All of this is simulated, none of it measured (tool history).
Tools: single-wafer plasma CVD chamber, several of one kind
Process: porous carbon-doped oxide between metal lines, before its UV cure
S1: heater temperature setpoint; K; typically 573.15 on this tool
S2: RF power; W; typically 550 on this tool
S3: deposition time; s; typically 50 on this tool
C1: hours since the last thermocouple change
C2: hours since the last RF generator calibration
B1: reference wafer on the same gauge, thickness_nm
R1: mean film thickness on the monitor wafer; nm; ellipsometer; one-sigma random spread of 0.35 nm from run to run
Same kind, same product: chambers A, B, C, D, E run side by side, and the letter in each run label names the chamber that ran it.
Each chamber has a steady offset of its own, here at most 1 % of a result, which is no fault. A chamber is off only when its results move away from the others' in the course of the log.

Run 1E, hour 12.4: usual settings; C1 730.9; C2 220.4; B1 237.9. Result: R1 283.6 nm.
Run 2B, hour 22.7: usual settings; C1 491; C2 203.7; B1 237.92. Result: R1 285.75 nm.
Run 3D, hour 30.6: usual settings; C1 954.9; C2 1339.4; B1 237.88. Result: R1 285.62 nm.
Run 4A, hour 43: usual settings; C1 380.4; C2 294.8; B1 237.82. Result: R1 281.21 nm.
Run 5C, hour 50.4: usual settings; C1 584.2; C2 1088.9; B1 237.85. Result: R1 284.36 nm.
Run 6C, hour 61.3: usual settings; C1 595.1; C2 1099.8; B1 237.75. Result: R1 284.41 nm.
Run 7E, hour 67.9: usual settings; C1 786.4; C2 275.9; B1 237.74. Result: R1 282.56 nm.
Run 8B, hour 74.4: usual settings; C1 542.7; C2 255.4; B1 237.75. Result: R1 285.11 nm.
Run 9D, hour 83.6: usual settings; C1 1007.9; C2 1392.4; B1 237.61. Result: R1 285.43 nm.
Run 10A, hour 94.9: usual settings; C1 432.3; C2 346.7; B1 237.56. Result: R1 281.6 nm.
Run 11A, hour 101.9: usual settings but S1 559.15 K; C1 439.3; C2 353.7; B1 237.61. Result: R1 305.82 nm.
Run 12C, hour 109.3: usual settings but S1 559.15 K; C1 643.1; C2 1147.8; B1 237.58. Result: R1 308.83 nm.
Run 13B, hour 119.7: usual settings but S1 559.15 K; C1 588; C2 300.7; B1 237.51. Result: R1 310.1 nm.
Run 14D, hour 130.5: usual settings but S1 559.15 K; C1 1054.8; C2 1439.3; B1 237.51. Result: R1 309.82 nm.
Run 15E, hour 143.1: usual settings but S1 559.15 K; C1 861.6; C2 351.1; B1 237.44. Result: R1 307.42 nm.
Run 16D, hour 149.4: usual settings; C1 1073.7; C2 1458.2; B1 237.46. Result: R1 285.65 nm.
Run 17E, hour 158.9: usual settings; C1 877.4; C2 366.9; B1 237.41. Result: R1 282.96 nm.
Run 18A, hour 168.3: usual settings; C1 505.7; C2 420.1; B1 237.35. Result: R1 280.77 nm.
Run 19C, hour 174.9: usual settings; C1 708.7; C2 1213.4; B1 237.37. Result: R1 283.87 nm.
Run 20B, hour 181.1: usual settings but S2 485 W; C1 649.4; C2 362.1; B1 237.37. Result: R1 263.05 nm.
Run 21C, hour 187.6: usual settings but S2 485 W; C1 721.4; C2 1226.1; B1 237.3. Result: R1 261.17 nm.
Run 22E, hour 199.6: usual settings but S2 485 W; C1 918.1; C2 407.6; B1 237.2. Result: R1 260.08 nm.
Run 23B, hour 210: usual settings but S2 485 W; C1 678.3; C2 391; B1 237.17. Result: R1 262.13 nm.
Run 24A, hour 221.5: usual settings but S2 485 W; C1 558.9; C2 473.3; B1 237.17. Result: R1 257.8 nm.
Run 25D, hour 234: usual settings; C1 1158.3; C2 1542.8; B1 237.14. Result: R1 285 nm.
Run 26D, hour 240.7: usual settings; C1 1165; C2 1549.5; B1 237.13. Result: R1 284.67 nm.
Run 27A, hour 246.3: usual settings; C1 583.7; C2 498.1; B1 237.14. Result: R1 280.75 nm.
Run 28B, hour 254.5: usual settings but S1 567.15 K, S2 625 W; C1 722.8; C2 435.5; B1 237.02. Result: R1 319.86 nm.
Run 29C, hour 261.8: usual settings but S1 567.15 K, S2 625 W; C1 795.6; C2 1300.3; B1 237.02. Result: R1 318.64 nm.
Run 30E, hour 269.9: usual settings but S1 567.15 K, S2 625 W; C1 988.4; C2 477.9; B1 237.03. Result: R1 317.75 nm.
Run 31D, hour 278.9: usual settings but S1 567.15 K, S2 625 W; C1 1203.2; C2 1587.7; B1 236.97. Result: R1 320.73 nm.
Run 32B, hour 285.4: usual settings but S1 567.15 K, S2 625 W; C1 753.7; C2 466.4; B1 236.98. Result: R1 320.28 nm.
Run 33C, hour 294.8: usual settings; C1 828.6; C2 1333.3; B1 236.96. Result: R1 283.24 nm.
Run 34A, hour 305.4: usual settings; C1 642.8; C2 557.2; B1 236.95. Result: R1 280.51 nm.
Run 35E, hour 313: usual settings; C1 1031.5; C2 521; B1 236.85. Result: R1 282.35 nm.
Run 36D, hour 319.2: usual settings but S1 562.15 K; C1 1243.5; C2 1628; B1 236.79. Result: R1 303.31 nm.

All chambers now run identical settings, listed one chamber a line with results as question marks. What results will each chamber show?
Run 37A, hour 328.4: usual settings. Result: R1 ?.
Run 37B, hour 328.4: usual settings. Result: R1 ?.
Run 37C, hour 328.4: usual settings. Result: R1 ?.
Run 37D, hour 328.4: usual settings. Result: R1 ?.
Run 37E, hour 328.4: usual settings. Result: R1 ?.

run      R1
37A  280.25
37B  284.61
37C  282.87
37D  283.68
37E  282.27
